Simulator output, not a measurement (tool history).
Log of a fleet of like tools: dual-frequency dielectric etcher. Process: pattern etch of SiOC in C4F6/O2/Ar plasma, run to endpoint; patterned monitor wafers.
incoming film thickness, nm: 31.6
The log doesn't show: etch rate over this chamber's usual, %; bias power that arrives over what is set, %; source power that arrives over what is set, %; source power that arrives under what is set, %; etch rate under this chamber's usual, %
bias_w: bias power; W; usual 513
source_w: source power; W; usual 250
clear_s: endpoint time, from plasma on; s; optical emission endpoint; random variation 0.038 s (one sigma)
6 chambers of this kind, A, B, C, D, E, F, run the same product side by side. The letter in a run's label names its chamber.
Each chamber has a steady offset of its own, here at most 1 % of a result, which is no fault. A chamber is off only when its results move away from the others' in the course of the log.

run,day,bias_w,source_w,hours since the last wet clean,hours since the last bias power generator calibration,hours since the last source power generator calibration,clear_s
1D,0.383,513,250,456.1,2488.5,501.9,12.475
2F,0.996,513,250,102.3,610.6,1471.8,12.518
3C,1.658,513,250,55.0,2646.1,1726.2,12.418
4E,2.071,513,250,264.5,1351.9,753.9,12.641
5B,2.375,513,250,453.3,1383.3,278.6,12.515
6A,3.000,513,250,93.2,228.0,1537.4,12.604
# day 3.154: chamber B: wet clean of the chamber
7F,3.567,391,210,164.0,672.3,1533.5,14.813
# day 3.946: chamber D: wet clean of the chamber
8C,4.029,391,210,111.9,2703.0,1783.1,14.704
9E,4.604,391,210,325.3,1412.7,814.7,14.928
10B,4.958,391,210,43.4,1445.3,340.6,14.820
11D,5.488,391,210,37.0,2611.0,624.4,14.642
12A,5.808,391,210,160.6,295.4,1604.8,14.940
# day 5.975: chamber F: source power generator calibrated
13E,6.404,513,250,368.5,1455.9,857.9,12.605
14F,6.950,513,250,245.2,753.5,23.4,12.513
15C,7.404,513,250,192.9,2784.0,1864.1,12.428
16B,7.988,584,290,116.1,1518.0,413.3,11.302
17A,8.333,584,290,221.2,356.0,1665.4,11.379
# day 8.804: chamber E: wet clean of the chamber
18D,8.933,584,290,119.7,2693.7,707.1,11.261
19F,9.308,584,290,301.8,810.1,80.0,11.295
20B,9.604,584,290,154.9,1556.8,452.1,11.279
# day 10.229: chamber F: wet clean of the chamber
21D,10.267,584,290,151.7,2725.7,739.1,11.244
22C,10.788,611,310,274.1,2865.2,1945.3,10.795
23A,11.279,611,310,291.9,426.7,1736.1,10.871
24E,11.638,611,310,68.0,1581.5,983.5,11.126
25C,12.033,611,310,304.0,2895.1,1975.2,10.817
26D,12.375,611,310,202.3,2776.3,789.7,10.816
27B,12.846,611,310,232.7,1634.6,529.9,10.775
28A,13.354,513,250,341.7,476.5,1785.9,12.569
29F,13.975,625,280,89.9,922.1,192.0,11.122
# day 14.250: chamber A: wet clean of the chamber
30E,14.304,625,280,132.0,1645.5,1047.5,11.397
31E,14.671,625,280,140.8,1654.3,1056.3,11.418
32F,15.142,625,280,117.9,950.1,220.0,11.145
33C,15.446,625,280,385.9,2977.0,2057.1,11.090
34B,16.079,625,280,310.3,1712.2,607.5,11.156
35A,16.538,513,250,55.0,552.9,1862.3,12.611
36D,16.904,513,250,311.0,2885.0,898.4,12.448
37D,17.321,513,250,321.0,2895.0,908.4,12.496
38F,17.850,513,250,182.9,1015.1,285.0,12.573
39C,18.396,513,250,456.7,3047.8,2127.9,12.452
40E,18.904,513,250,242.4,1755.9,1157.9,12.853

What goes on in this fleet: one chamber off, a drifting gauge, or nothing beyond the chambers' own small offsets? Name the chamber and the cause, if any.

A service left chamber E off against the others.
Cause: etch rate under this chamber's usual, % = 2.19.

Here are 4 candidates for chamber E's next run, each the usual settings with a change, their results left as question marks. Which one brings its results back in line with what the others give on the usual settings?
In line means no further than this from the other chambers' mean on the usual settings: clear_s 0.130 s
41E-1,19.392,507,250,,,,?
41E-2,19.392,493,240,,,,?
41E-3,19.392,524,250,,,,?
41E-4,19.392,550,250,,,,?

The other chambers' mean on the usual settings: clear_s 12.528 s
run,clear_s
41E-1,12.937
41E-2,13.272
41E-3,12.774
41E-4,12.538
41E-4 brings the chamber back in line.
